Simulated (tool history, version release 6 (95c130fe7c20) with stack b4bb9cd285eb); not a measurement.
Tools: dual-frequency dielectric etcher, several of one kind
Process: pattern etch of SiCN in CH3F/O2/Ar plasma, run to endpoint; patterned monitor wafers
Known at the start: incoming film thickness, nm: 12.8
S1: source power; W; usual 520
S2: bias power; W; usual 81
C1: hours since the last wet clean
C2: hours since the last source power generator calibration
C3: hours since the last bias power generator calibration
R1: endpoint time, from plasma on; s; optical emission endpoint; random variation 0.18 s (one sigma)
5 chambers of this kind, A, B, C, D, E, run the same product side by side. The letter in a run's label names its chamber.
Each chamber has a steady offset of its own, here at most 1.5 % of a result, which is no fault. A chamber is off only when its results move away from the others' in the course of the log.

| run | hour | S1 | S2 | C1 | C2 | C3 | R1 |
|---|---|---|---|---|---|---|---|
| 1B | 6.3 | 520 | 81 | 235.9 | 1687.6 | 1500.1 | 29.972 |
| 2C | 12.6 | 520 | 81 | 402.9 | 247.3 | 1179.4 | 29.75 |
| 3E | 20.5 | 520 | 81 | 103.1 | 2524.4 | 193.1 | 29.324 |
| 4A | 25 | 520 | 81 | 218.6 | 61.5 | 4365.5 | 29.659 |
| 5D | 32 | 520 | 81 | 193 | 763 | 53.2 | 29.561 |
| 6E | 36.5 | 520 | 81 | 119.1 | 2540.4 | 209.1 | 29.122 |
| 7A | 41.6 | 520 | 81 | 235.2 | 78.1 | 4382.1 | 29.712 |
| 8B | 46.9 | 520 | 81 | 276.5 | 1728.2 | 1540.7 | 30.101 |
| 9D | 52.5 | 520 | 81 | 213.5 | 783.5 | 73.7 | 29.52 |
| 10C | 57.2 | 520 | 81 | 447.5 | 291.9 | 1224 | 29.838 |
| 11B | 65.2 | 520 | 81 | 294.8 | 1746.5 | 1559 | 30.296 |
| 12A | 71.3 | 520 | 81 | 264.9 | 107.8 | 4411.8 | 29.67 |
| 13C | 77 | 610 | 70 | 467.3 | 311.7 | 1243.8 | 29.609 |
| 14D | 84.3 | 610 | 70 | 245.3 | 815.3 | 105.5 | 29.44 |
| 15E | 89.9 | 610 | 70 | 172.5 | 2593.8 | 262.5 | 28.983 |
| 16A | 96.1 | 610 | 70 | 289.7 | 132.6 | 4436.6 | 29.263 |
|  | 97.7 | chamber B: wet clean of the chamber |
| 17E | 104.4 | 610 | 70 | 187 | 2608.3 | 277 | 28.818 |
| 18C | 110 | 520 | 81 | 500.3 | 344.7 | 1276.8 | 30.108 |
| 19B | 114.8 | 520 | 81 | 17.1 | 1796.1 | 1608.6 | 29.85 |
| 20D | 119.8 | 520 | 81 | 280.8 | 850.8 | 141 | 29.626 |
| 21B | 127.8 | 520 | 81 | 30.1 | 1809.1 | 1621.6 | 29.818 |
|  | 130.4 | chamber C: wet clean of the chamber |
| 22D | 136.4 | 520 | 68 | 297.4 | 867.4 | 157.6 | 31.459 |
| 23A | 143.1 | 520 | 68 | 336.7 | 179.6 | 4483.6 | 31.134 |
|  | 143.2 | chamber A: bias power generator calibrated |
| 24C | 151.8 | 520 | 68 | 21.4 | 386.5 | 1318.6 | 32.099 |
| 25E | 156.8 | 520 | 68 | 239.4 | 2660.7 | 329.4 | 30.988 |
| 26B | 161.7 | 520 | 68 | 64 | 1843 | 1655.5 | 32.054 |
| 27C | 169.9 | 520 | 81 | 39.5 | 404.6 | 1336.7 | 30.038 |
| 28A | 173.7 | 520 | 81 | 367.3 | 210.2 | 30.5 | 29.692 |
| 29D | 178.1 | 520 | 81 | 339.1 | 909.1 | 199.3 | 29.76 |
| 30E | 182.7 | 520 | 81 | 265.3 | 2686.6 | 355.3 | 29.327 |
| 31C | 190.6 | 520 | 96 | 60.2 | 425.3 | 1357.4 | 28.127 |
| 32A | 195.1 | 520 | 96 | 388.7 | 231.6 | 51.9 | 27.861 |
| 33B | 203.4 | 520 | 96 | 105.7 | 1884.7 | 1697.2 | 27.892 |
| 34E | 209.4 | 520 | 96 | 292 | 2713.3 | 382 | 27.586 |
| 35D | 214.3 | 520 | 96 | 375.3 | 945.3 | 235.5 | 27.904 |
| 36E | 221.2 | 520 | 81 | 303.8 | 2725.1 | 393.8 | 29.266 |
| 37B | 227.5 | 520 | 81 | 129.8 | 1908.8 | 1721.3 | 30.005 |
| 38D | 234.1 | 520 | 81 | 395.1 | 965.1 | 255.3 | 29.821 |
| 39C | 240.8 | 430 | 81 | 110.4 | 475.5 | 1407.6 | 32.043 |
| 40A | 247.6 | 430 | 81 | 441.2 | 284.1 | 104.4 | 32.181 |
| 41E | 254.5 | 430 | 81 | 337.1 | 2758.4 | 427.1 | 31.409 |
| 42D | 259 | 430 | 81 | 420 | 990 | 280.2 | 31.999 |
| 43A | 267.5 | 430 | 81 | 461.1 | 304 | 124.3 | 32.011 |

Is one chamber off against the others, does the gauge drift, or is nothing wrong? If a chamber is off, say which, and what the likeliest cause is.

No chamber stands off beyond its own small offset, and the gauge holds steady.
